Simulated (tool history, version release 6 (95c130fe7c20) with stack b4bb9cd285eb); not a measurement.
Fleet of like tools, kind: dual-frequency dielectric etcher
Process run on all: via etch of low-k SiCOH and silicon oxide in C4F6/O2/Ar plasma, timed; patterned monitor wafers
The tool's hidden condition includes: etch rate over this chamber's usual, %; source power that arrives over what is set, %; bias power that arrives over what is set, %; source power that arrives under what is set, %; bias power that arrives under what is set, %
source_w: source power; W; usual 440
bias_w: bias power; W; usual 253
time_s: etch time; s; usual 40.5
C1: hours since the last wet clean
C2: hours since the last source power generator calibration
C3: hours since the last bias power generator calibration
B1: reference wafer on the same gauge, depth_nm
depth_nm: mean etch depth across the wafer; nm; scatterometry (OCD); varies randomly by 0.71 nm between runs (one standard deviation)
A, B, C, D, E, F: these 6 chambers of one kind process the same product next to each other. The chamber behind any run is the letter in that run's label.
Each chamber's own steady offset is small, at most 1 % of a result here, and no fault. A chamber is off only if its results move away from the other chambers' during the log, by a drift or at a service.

{"run": "1F", "hour": 4.3, "source_w": 440, "bias_w": 253, "time_s": 40.5, "C1": 117.0, "C2": 1259.4, "C3": 3671.7, "B1": 104.95, "depth_nm": 110.14}
{"run": "2A", "hour": 7.9, "source_w": 440, "bias_w": 253, "time_s": 40.5, "C1": 133.1, "C2": 2296.8, "C3": 3458.7, "B1": 105.09, "depth_nm": 110.97}
{"hour": 8.8, "done": "chamber B: bias power generator calibrated"}
{"run": "3E", "hour": 10.5, "source_w": 440, "bias_w": 253, "time_s": 40.5, "C1": 210.3, "C2": 96.5, "C3": 1468.8, "B1": 105.24, "depth_nm": 110.91}
{"run": "4C", "hour": 15.2, "source_w": 440, "bias_w": 253, "time_s": 40.5, "C1": 322.8, "C2": 3039.0, "C3": 2231.2, "B1": 105.02, "depth_nm": 109.96}
{"run": "5B", "hour": 18.1, "source_w": 440, "bias_w": 253, "time_s": 40.5, "C1": 291.3, "C2": 2385.1, "C3": 9.3, "B1": 105.12, "depth_nm": 110.57}
{"run": "6D", "hour": 22.8, "source_w": 440, "bias_w": 253, "time_s": 40.5, "C1": 365.9, "C2": 1342.1, "C3": 215.9, "B1": 105.09, "depth_nm": 111.59}
{"run": "7A", "hour": 26.8, "source_w": 440, "bias_w": 253, "time_s": 40.5, "C1": 152.0, "C2": 2315.7, "C3": 3477.6, "B1": 105.08, "depth_nm": 110.68}
{"run": "8E", "hour": 31.2, "source_w": 440, "bias_w": 253, "time_s": 40.5, "C1": 231.0, "C2": 117.2, "C3": 1489.5, "B1": 105.04, "depth_nm": 109.56}
{"run": "9C", "hour": 35.1, "source_w": 440, "bias_w": 211, "time_s": 47.5, "C1": 342.7, "C2": 3058.9, "C3": 2251.1, "B1": 104.9, "depth_nm": 122.3}
{"run": "10D", "hour": 37.9, "source_w": 440, "bias_w": 211, "time_s": 47.5, "C1": 381.0, "C2": 1357.2, "C3": 231.0, "B1": 105.14, "depth_nm": 123.35}
{"run": "11F", "hour": 42.5, "source_w": 440, "bias_w": 211, "time_s": 47.5, "C1": 155.2, "C2": 1297.6, "C3": 3709.9, "B1": 105.03, "depth_nm": 122.05}
{"run": "12B", "hour": 45.3, "source_w": 440, "bias_w": 211, "time_s": 47.5, "C1": 318.5, "C2": 2412.3, "C3": 36.5, "B1": 104.95, "depth_nm": 121.97}
{"run": "13C", "hour": 49.1, "source_w": 440, "bias_w": 211, "time_s": 47.5, "C1": 356.7, "C2": 3072.9, "C3": 2265.1, "B1": 104.93, "depth_nm": 123.7}
{"run": "14A", "hour": 53.9, "source_w": 440, "bias_w": 211, "time_s": 47.5, "C1": 179.1, "C2": 2342.8, "C3": 3504.7, "B1": 105.13, "depth_nm": 121.79}
{"run": "15B", "hour": 56.2, "source_w": 530, "bias_w": 253, "time_s": 40.5, "C1": 329.4, "C2": 2423.2, "C3": 47.4, "B1": 104.97, "depth_nm": 118.6}
{"run": "16D", "hour": 59.6, "source_w": 530, "bias_w": 253, "time_s": 40.5, "C1": 402.7, "C2": 1378.9, "C3": 252.7, "B1": 104.93, "depth_nm": 118.42}
{"run": "17E", "hour": 62.8, "source_w": 530, "bias_w": 253, "time_s": 40.5, "C1": 262.6, "C2": 148.8, "C3": 1521.1, "B1": 104.87, "depth_nm": 117.51}
{"run": "18F", "hour": 67.4, "source_w": 530, "bias_w": 253, "time_s": 40.5, "C1": 180.1, "C2": 1322.5, "C3": 3734.8, "B1": 104.95, "depth_nm": 119.14}
{"run": "19B", "hour": 72.1, "source_w": 530, "bias_w": 253, "time_s": 40.5, "C1": 345.3, "C2": 2439.1, "C3": 63.3, "B1": 105.12, "depth_nm": 118.71}
{"run": "20F", "hour": 76.6, "source_w": 530, "bias_w": 253, "time_s": 40.5, "C1": 189.3, "C2": 1331.7, "C3": 3744.0, "B1": 104.98, "depth_nm": 120.1}
{"run": "21C", "hour": 81.1, "source_w": 510, "bias_w": 253, "time_s": 35.0, "C1": 388.7, "C2": 3104.9, "C3": 2297.1, "B1": 105.06, "depth_nm": 101.87}
{"run": "22A", "hour": 83.9, "source_w": 510, "bias_w": 253, "time_s": 35.0, "C1": 209.1, "C2": 2372.8, "C3": 3534.7, "B1": 105.02, "depth_nm": 101.23}
{"run": "23D", "hour": 87.4, "source_w": 510, "bias_w": 253, "time_s": 35.0, "C1": 430.5, "C2": 1406.7, "C3": 280.5, "B1": 104.91, "depth_nm": 101.42}
{"run": "24E", "hour": 90.7, "source_w": 510, "bias_w": 253, "time_s": 35.0, "C1": 290.5, "C2": 176.7, "C3": 1549.0, "B1": 104.92, "depth_nm": 100.42}
{"run": "25A", "hour": 94.3, "source_w": 510, "bias_w": 253, "time_s": 35.0, "C1": 219.5, "C2": 2383.2, "C3": 3545.1, "B1": 105.16, "depth_nm": 101.24}
{"run": "26C", "hour": 97.3, "source_w": 510, "bias_w": 253, "time_s": 35.0, "C1": 404.9, "C2": 3121.1, "C3": 2313.3, "B1": 105.08, "depth_nm": 102.06}
{"run": "27B", "hour": 100.8, "source_w": 440, "bias_w": 253, "time_s": 40.5, "C1": 374.0, "C2": 2467.8, "C3": 92.0, "B1": 104.96, "depth_nm": 111.02}
{"run": "28F", "hour": 105.1, "source_w": 440, "bias_w": 253, "time_s": 40.5, "C1": 217.8, "C2": 1360.2, "C3": 3772.5, "B1": 105.08, "depth_nm": 110.9}
{"run": "29D", "hour": 108.7, "source_w": 440, "bias_w": 253, "time_s": 40.5, "C1": 451.8, "C2": 1428.0, "C3": 301.8, "B1": 105.22, "depth_nm": 110.46}
{"run": "30E", "hour": 112.4, "source_w": 440, "bias_w": 227, "time_s": 32.5, "C1": 312.2, "C2": 198.4, "C3": 1570.7, "B1": 105.03, "depth_nm": 85.535}
{"run": "31A", "hour": 115.3, "source_w": 440, "bias_w": 227, "time_s": 32.5, "C1": 240.5, "C2": 2404.2, "C3": 3566.1, "B1": 105.02, "depth_nm": 85.477}
{"run": "32B", "hour": 118.9, "source_w": 440, "bias_w": 227, "time_s": 32.5, "C1": 392.1, "C2": 2485.9, "C3": 110.1, "B1": 104.71, "depth_nm": 85.397}
{"run": "33F", "hour": 122.2, "source_w": 440, "bias_w": 227, "time_s": 32.5, "C1": 234.9, "C2": 1377.3, "C3": 3789.6, "B1": 105.06, "depth_nm": 85.172}
{"run": "34D", "hour": 126.9, "source_w": 440, "bias_w": 227, "time_s": 32.5, "C1": 470.0, "C2": 1446.2, "C3": 320.0, "B1": 105.05, "depth_nm": 85.151}
{"run": "35E", "hour": 130.1, "source_w": 440, "bias_w": 227, "time_s": 32.5, "C1": 329.9, "C2": 216.1, "C3": 1588.4, "B1": 104.95, "depth_nm": 84.601}
{"run": "36C", "hour": 134.4, "source_w": 440, "bias_w": 253, "time_s": 40.5, "C1": 442.0, "C2": 3158.2, "C3": 2350.4, "B1": 105.24, "depth_nm": 110.95}
{"run": "37E", "hour": 138.6, "source_w": 440, "bias_w": 253, "time_s": 40.5, "C1": 338.4, "C2": 224.6, "C3": 1596.9, "B1": 104.99, "depth_nm": 111.28}
{"run": "38C", "hour": 141.7, "source_w": 440, "bias_w": 253, "time_s": 40.5, "C1": 449.3, "C2": 3165.5, "C3": 2357.7, "B1": 104.9, "depth_nm": 112.6}
{"run": "39B", "hour": 145.3, "source_w": 440, "bias_w": 253, "time_s": 40.5, "C1": 418.5, "C2": 2512.3, "C3": 136.5, "B1": 104.99, "depth_nm": 111.39}
{"run": "40D", "hour": 147.5, "source_w": 440, "bias_w": 253, "time_s": 40.5, "C1": 490.6, "C2": 1466.8, "C3": 340.6, "B1": 105.0, "depth_nm": 110.46}
{"run": "41F", "hour": 151.6, "source_w": 440, "bias_w": 253, "time_s": 40.5, "C1": 264.3, "C2": 1406.7, "C3": 3819.0, "B1": 104.99, "depth_nm": 111.21}

Read the log: is a single chamber off, either drifting away or since a service, is the gauge that measures every chamber drifting, or is nothing wrong beyond small per-chamber offsets? Name any odd chamber and what most likely caused it.

All chambers stay in line apart from their small fixed offsets, and the gauge does not drift.
